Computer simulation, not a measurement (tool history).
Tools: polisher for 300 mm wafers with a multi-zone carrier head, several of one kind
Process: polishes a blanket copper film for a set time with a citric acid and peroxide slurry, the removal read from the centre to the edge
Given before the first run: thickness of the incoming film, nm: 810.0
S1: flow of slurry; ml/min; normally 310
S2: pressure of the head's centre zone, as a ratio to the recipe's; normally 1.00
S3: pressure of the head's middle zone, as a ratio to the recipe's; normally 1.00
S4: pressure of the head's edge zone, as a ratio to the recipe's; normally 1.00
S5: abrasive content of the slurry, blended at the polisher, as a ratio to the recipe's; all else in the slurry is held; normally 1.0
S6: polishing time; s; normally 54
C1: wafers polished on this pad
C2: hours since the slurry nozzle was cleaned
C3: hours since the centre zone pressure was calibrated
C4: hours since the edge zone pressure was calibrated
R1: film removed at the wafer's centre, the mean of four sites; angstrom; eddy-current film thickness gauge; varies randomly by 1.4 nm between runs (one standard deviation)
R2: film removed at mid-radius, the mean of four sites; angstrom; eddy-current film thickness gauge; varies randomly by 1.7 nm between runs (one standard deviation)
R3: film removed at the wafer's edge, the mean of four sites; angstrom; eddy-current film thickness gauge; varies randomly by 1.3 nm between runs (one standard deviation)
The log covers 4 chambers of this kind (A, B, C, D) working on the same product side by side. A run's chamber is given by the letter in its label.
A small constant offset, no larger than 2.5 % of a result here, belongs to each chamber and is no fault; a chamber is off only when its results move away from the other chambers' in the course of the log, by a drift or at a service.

run 1B hour=11.0 | S1=310 S2=1.00 S3=1.00 S4=1.00 S5=1.0 S6=54 | C1=650 C2=543.2 C3=385.7 C4=369.7 | R1=1522.3 R2=1545.3 R3=1552.6
-- hour=13.5 chamber B: worn pad replaced by a new one
run 2C hour=17.4 | S1=310 S2=1.00 S3=1.00 S4=1.00 S5=1.0 S6=54 | C1=264 C2=63.5 C3=34.5 C4=248.5 | R1=1525.5 R2=1560.2 R3=1559.9
-- hour=28.1 chamber B: edge zone pressure recalibrated
run 3A hour=29.8 | S1=310 S2=1.00 S3=1.00 S4=1.00 S5=1.0 S6=54 | C1=627 C2=172.3 C3=590.3 C4=751.7 | R1=1552.8 R2=1564.5 R3=1550.4
run 4D hour=42.0 | S1=310 S2=1.00 S3=1.00 S4=1.00 S5=1.0 S6=54 | C1=1352 C2=369.7 C3=1034.2 C4=790.7 | R1=1548.7 R2=1524.3 R3=1540.2
run 5D hour=53.4 | S1=310 S2=1.09 S3=1.00 S4=1.00 S5=1.0 S6=54 | C1=1432 C2=381.1 C3=1045.6 C4=802.1 | R1=1666.8 R2=1525.9 R3=1521.8
run 6A hour=64.9 | S1=310 S2=1.09 S3=1.00 S4=1.00 S5=1.0 S6=54 | C1=874 C2=207.4 C3=625.4 C4=786.8 | R1=1709.8 R2=1510.0 R3=1546.4
run 7B hour=79.2 | S1=310 S2=1.09 S3=1.00 S4=1.00 S5=1.0 S6=54 | C1=462 C2=611.4 C3=453.9 C4=51.2 | R1=1677.7 R2=1496.6 R3=1571.3
-- hour=82.3 chamber D: worn pad replaced by a new one
run 8C hour=90.0 | S1=310 S2=1.09 S3=1.00 S4=1.00 S5=1.0 S6=54 | C1=775 C2=136.1 C3=107.1 C4=321.1 | R1=1719.4 R2=1536.3 R3=1561.9
-- hour=96.7 chamber B: worn pad replaced by a new one
run 9A hour=101.3 | S1=310 S2=1.00 S3=1.00 S4=1.00 S5=1.0 S6=72 | C1=1130 C2=243.8 C3=661.8 C4=823.2 | R1=2085.6 R2=2087.9 R3=2046.6
-- hour=106.4 chamber B: slurry nozzle cleaned
run 10C hour=115.4 | S1=310 S2=1.00 S3=1.00 S4=1.00 S5=1.0 S6=72 | C1=953 C2=161.5 C3=132.5 C4=346.5 | R1=2070.4 R2=2030.4 R3=2068.1
-- hour=117.6 chamber A: worn pad replaced by a new one
run 11D hour=125.6 | S1=310 S2=1.00 S3=1.00 S4=1.00 S5=1.0 S6=72 | C1=305 C2=453.3 C3=1117.8 C4=874.3 | R1=2039.7 R2=2059.8 R3=2066.1
run 12B hour=132.3 | S1=310 S2=1.00 S3=1.00 S4=1.00 S5=1.0 S6=72 | C1=250 C2=25.9 C3=507.0 C4=104.3 | R1=2055.2 R2=2033.5 R3=2070.4
run 13A hour=144.5 | S1=310 S2=1.00 S3=1.00 S4=1.00 S5=1.0 S6=54 | C1=189 C2=287.0 C3=705.0 C4=866.4 | R1=1557.0 R2=1554.5 R3=1534.2
run 14C hour=159.0 | S1=310 S2=1.00 S3=1.00 S4=1.00 S5=1.0 S6=54 | C1=1260 C2=205.1 C3=176.1 C4=390.1 | R1=1546.0 R2=1538.0 R3=1516.9
run 15D hour=172.6 | S1=310 S2=1.00 S3=1.00 S4=1.00 S5=1.0 S6=54 | C1=635 C2=500.3 C3=1164.8 C4=921.3 | R1=1549.3 R2=1527.2 R3=1548.7
run 16B hour=182.8 | S1=310 S2=1.05 S3=1.00 S4=1.00 S5=1.0 S6=54 | C1=606 C2=76.4 C3=557.5 C4=154.8 | R1=1606.9 R2=1541.3 R3=1566.4
-- hour=183.3 chamber B: worn pad replaced by a new one
run 17D hour=196.0 | S1=310 S2=1.05 S3=1.00 S4=1.00 S5=1.0 S6=54 | C1=800 C2=523.7 C3=1188.2 C4=944.7 | R1=1602.6 R2=1554.3 R3=1547.7
run 18C hour=203.6 | S1=310 S2=1.05 S3=1.00 S4=1.00 S5=1.0 S6=54 | C1=1574 C2=249.7 C3=220.7 C4=434.7 | R1=1638.9 R2=1523.2 R3=1542.5
run 19A hour=216.7 | S1=310 S2=1.05 S3=1.00 S4=1.00 S5=1.0 S6=54 | C1=697 C2=359.2 C3=777.2 C4=938.6 | R1=1643.3 R2=1541.1 R3=1555.1
-- hour=220.8 chamber D: edge zone pressure recalibrated
run 20B hour=227.1 | S1=310 S2=1.00 S3=1.00 S4=1.00 S5=1.0 S6=54 | C1=308 C2=120.7 C3=601.8 C4=199.1 | R1=1545.7 R2=1527.3 R3=1559.9
-- hour=231.2 chamber A: centre zone pressure recalibrated
run 21C hour=234.1 | S1=310 S2=1.00 S3=1.00 S4=1.00 S5=1.0 S6=54 | C1=1788 C2=280.2 C3=251.2 C4=465.2 | R1=1522.0 R2=1481.1 R3=1523.1
run 22B hour=241.6 | S1=310 S2=1.00 S3=1.00 S4=1.00 S5=1.0 S6=54 | C1=410 C2=135.2 C3=616.3 C4=213.6 | R1=1522.3 R2=1516.7 R3=1555.0
run 23A hour=253.3 | S1=310 S2=1.00 S3=1.00 S4=1.00 S5=1.0 S6=54 | C1=954 C2=395.8 C3=22.1 C4=975.2 | R1=1545.7 R2=1550.2 R3=1568.9
run 24D hour=260.4 | S1=310 S2=1.00 S3=1.00 S4=1.00 S5=1.0 S6=54 | C1=1253 C2=588.1 C3=1252.6 C4=39.7 | R1=1546.9 R2=1535.5 R3=1572.9
-- hour=265.1 chamber B: worn pad replaced by a new one
-- hour=268.4 chamber A: slurry nozzle cleaned
-- hour=271.1 chamber C: edge zone pressure recalibrated
run 25C hour=274.5 | S1=310 S2=1.00 S3=1.00 S4=1.00 S5=1.0 S6=54 | C1=2072 C2=320.6 C3=291.6 C4=3.5 | R1=1502.6 R2=1521.5 R3=1510.2
-- hour=275.9 chamber A: worn pad replaced by a new one
-- hour=276.7 chamber A: edge zone pressure recalibrated
run 26B hour=282.1 | S1=310 S2=1.00 S3=0.93 S4=1.00 S5=1.0 S6=54 | C1=119 C2=175.7 C3=656.8 C4=254.1 | R1=1521.4 R2=1430.8 R3=1552.0
run 27A hour=290.8 | S1=310 S2=1.00 S3=0.93 S4=1.00 S5=1.0 S6=54 | C1=104 C2=22.4 C3=59.6 C4=14.2 | R1=1536.0 R2=1484.7 R3=1553.1
-- hour=298.6 chamber D: worn pad replaced by a new one
run 28D hour=303.5 | S1=310 S2=1.00 S3=0.93 S4=1.00 S5=1.0 S6=54 | C1=34 C2=631.2 C3=1295.7 C4=82.8 | R1=1531.9 R2=1458.3 R3=1553.1
-- hour=306.4 chamber C: slurry nozzle cleaned
run 29A hour=312.4 | S1=310 S2=1.00 S3=0.93 S4=1.00 S5=1.0 S6=54 | C1=256 C2=44.0 C3=81.2 C4=35.8 | R1=1555.1 R2=1445.6 R3=1560.1
run 30D hour=324.8 | S1=310 S2=1.00 S3=1.00 S4=1.00 S5=1.0 S6=54 | C1=184 C2=652.5 C3=1317.0 C4=104.1 | R1=1540.7 R2=1553.4 R3=1562.4
run 31B hour=335.0 | S1=310 S2=1.00 S3=1.00 S4=1.00 S5=1.0 S6=54 | C1=491 C2=228.6 C3=709.7 C4=307.0 | R1=1543.4 R2=1528.6 R3=1561.5
-- hour=335.8 chamber D: slurry nozzle cleaned
run 32C hour=344.9 | S1=310 S2=1.00 S3=1.00 S4=1.00 S5=1.0 S6=54 | C1=2568 C2=38.6 C3=362.0 C4=73.9 | R1=1493.5 R2=1467.8 R3=1462.5
-- hour=351.9 chamber B: worn pad replaced by a new one
run 33A hour=357.7 | S1=310 S2=1.00 S3=1.00 S4=1.00 S5=1.0 S6=54 | C1=575 C2=89.3 C3=126.5 C4=81.1 | R1=1541.3 R2=1554.5 R3=1533.3
-- hour=365.6 chamber D: centre zone pressure recalibrated
run 34C hour=366.7 | S1=310 S2=1.00 S3=1.00 S4=1.00 S5=1.0 S6=54 | C1=2721 C2=60.4 C3=383.8 C4=95.7 | R1=1456.5 R2=1439.5 R3=1434.6
run 35B hour=375.2 | S1=310 S2=1.00 S3=1.00 S4=0.94 S5=0.9 S6=54 | C1=164 C2=268.8 C3=749.9 C4=347.2 | R1=1533.7 R2=1503.7 R3=1461.8
run 36D hour=388.5 | S1=310 S2=1.00 S3=1.00 S4=0.94 S5=0.9 S6=54 | C1=632 C2=52.7 C3=23.0 C4=167.8 | R1=1496.6 R2=1490.4 R3=1470.9
run 37C hour=395.2 | S1=310 S2=1.00 S3=1.00 S4=0.94 S5=0.9 S6=54 | C1=2921 C2=88.9 C3=412.3 C4=124.2 | R1=1428.3 R2=1369.4 R3=1328.1
run 38D hour=409.6 | S1=310 S2=1.00 S3=1.00 S4=0.94 S5=0.9 S6=54 | C1=781 C2=73.8 C3=44.1 C4=188.9 | R1=1486.4 R2=1512.0 R3=1449.8
-- hour=418.4 chamber B: edge zone pressure recalibrated
run 39B hour=419.4 | S1=310 S2=1.00 S3=1.00 S4=1.00 S5=1.0 S6=54 | C1=475 C2=313.0 C3=794.1 C4=1.1 | R1=1529.7 R2=1498.2 R3=1565.7
run 40A hour=431.5 | S1=310 S2=1.00 S3=1.00 S4=1.00 S5=1.0 S6=54 | C1=1094 C2=163.1 C3=200.3 C4=154.9 | R1=1570.7 R2=1578.5 R3=1537.5
-- hour=439.3 chamber B: worn pad replaced by a new one
run 41A hour=441.1 | S1=310 S2=1.00 S3=1.00 S4=0.90 S5=1.0 S6=54 | C1=1162 C2=172.7 C3=209.9 C4=164.5 | R1=1539.1 R2=1541.5 R3=1493.3
run 42D hour=449.5 | S1=310 S2=1.00 S3=1.00 S4=0.90 S5=1.0 S6=54 | C1=1061 C2=113.7 C3=84.0 C4=228.8 | R1=1533.0 R2=1519.5 R3=1478.5
run 43B hour=462.3 | S1=310 S2=1.00 S3=1.00 S4=0.90 S5=1.0 S6=54 | C1=162 C2=355.9 C3=837.0 C4=44.0 | R1=1533.1 R2=1498.3 R3=1490.1

Next, all 4 chambers run the settings below, one line each with question marks for the results. What does each chamber give?
run 44A hour=472.7 | S1=310 S2=1.00 S3=1.00 S4=1.00 S5=1.0 S6=54 | R1=? R2=? R3=?
run 44B hour=472.7 | S1=310 S2=1.00 S3=1.00 S4=1.00 S5=1.0 S6=54 | R1=? R2=? R3=?
run 44C hour=472.7 | S1=310 S2=1.00 S3=1.00 S4=1.00 S5=1.0 S6=54 | R1=? R2=? R3=?
run 44D hour=472.7 | S1=310 S2=1.00 S3=1.00 S4=1.00 S5=1.0 S6=54 | R1=? R2=? R3=?

run=44A R1=1547.5 R2=1525.7 R3=1564.4
run=44B R1=1517.8 R2=1526.7 R3=1556.7
run=44C R1=1414.6 R2=1350.5 R3=1400.8
run=44D R1=1520.9 R2=1544.6 R3=1548.8
